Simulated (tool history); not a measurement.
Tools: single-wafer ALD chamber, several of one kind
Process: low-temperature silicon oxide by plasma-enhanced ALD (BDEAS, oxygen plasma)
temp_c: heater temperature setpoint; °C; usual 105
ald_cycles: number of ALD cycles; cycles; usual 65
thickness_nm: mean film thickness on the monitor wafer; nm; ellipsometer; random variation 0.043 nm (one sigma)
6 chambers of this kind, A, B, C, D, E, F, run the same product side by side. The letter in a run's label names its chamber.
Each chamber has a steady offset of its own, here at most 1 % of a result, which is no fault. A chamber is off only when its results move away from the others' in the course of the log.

run	day	temp_c	ald_cycles	read-back reference wafer on the same gauge, thickness_nm	thickness_nm
1A	0.179	105	65	9.5978	9.3287
2C	0.358	105	65	9.5979	9.1634
3B	0.467	105	65	9.5981	9.2460
4D	0.629	105	65	9.6154	9.1752
5E	0.796	105	65	9.6072	9.2486
6F	0.942	96	65	9.6024	9.4731
7A	1.133	96	65	9.6097	9.4859
8E	1.246	96	65	9.6030	9.4484
9C	1.354	96	65	9.5965	9.2960
10F	1.488	96	65	9.6040	9.3627
# day 1.646: chamber C: thermocouple changed; heater temperature recalibrated
11B	1.721	96	65	9.5973	9.4107
12D	1.938	105	65	9.5874	9.2313
13B	2.083	105	65	9.5952	9.2531
14D	2.233	105	65	9.5968	9.2647
15C	2.438	105	53	9.6064	7.5424
16F	2.629	105	53	9.6063	7.5548
17A	2.762	105	53	9.6008	7.5959
18E	2.904	105	53	9.6078	7.5044
19C	3.025	105	53	9.6032	7.5169
20B	3.221	105	53	9.6014	7.5304
21A	3.442	105	53	9.5978	7.5224
22E	3.583	105	53	9.6038	7.5565
23F	3.783	105	53	9.5901	7.5067
24D	3.992	105	53	9.5943	7.4883
25E	4.217	105	53	9.5906	7.4837
26D	4.433	105	53	9.5820	7.4055
27F	4.575	117	71	9.6132	9.8659
28C	4.808	117	71	9.5993	9.8663
29A	4.917	117	71	9.6063	9.8690
30B	5.129	117	71	9.6037	9.9422
31C	5.362	117	71	9.6079	9.7598
32A	5.604	117	71	9.5941	9.9071
33F	5.767	105	65	9.5988	9.2476
34D	5.971	105	65	9.5941	9.1476
35E	6.121	105	65	9.5905	9.1876
36B	6.317	105	65	9.6069	9.2273
37B	6.512	105	65	9.6018	9.1939
38E	6.712	105	65	9.5928	9.2270

What goes on in this fleet: one chamber off, a drifting gauge, or nothing beyond the chambers' own small offsets? Name the chamber and the cause, if any.

No chamber stands off beyond its own small offset, and the gauge holds steady.

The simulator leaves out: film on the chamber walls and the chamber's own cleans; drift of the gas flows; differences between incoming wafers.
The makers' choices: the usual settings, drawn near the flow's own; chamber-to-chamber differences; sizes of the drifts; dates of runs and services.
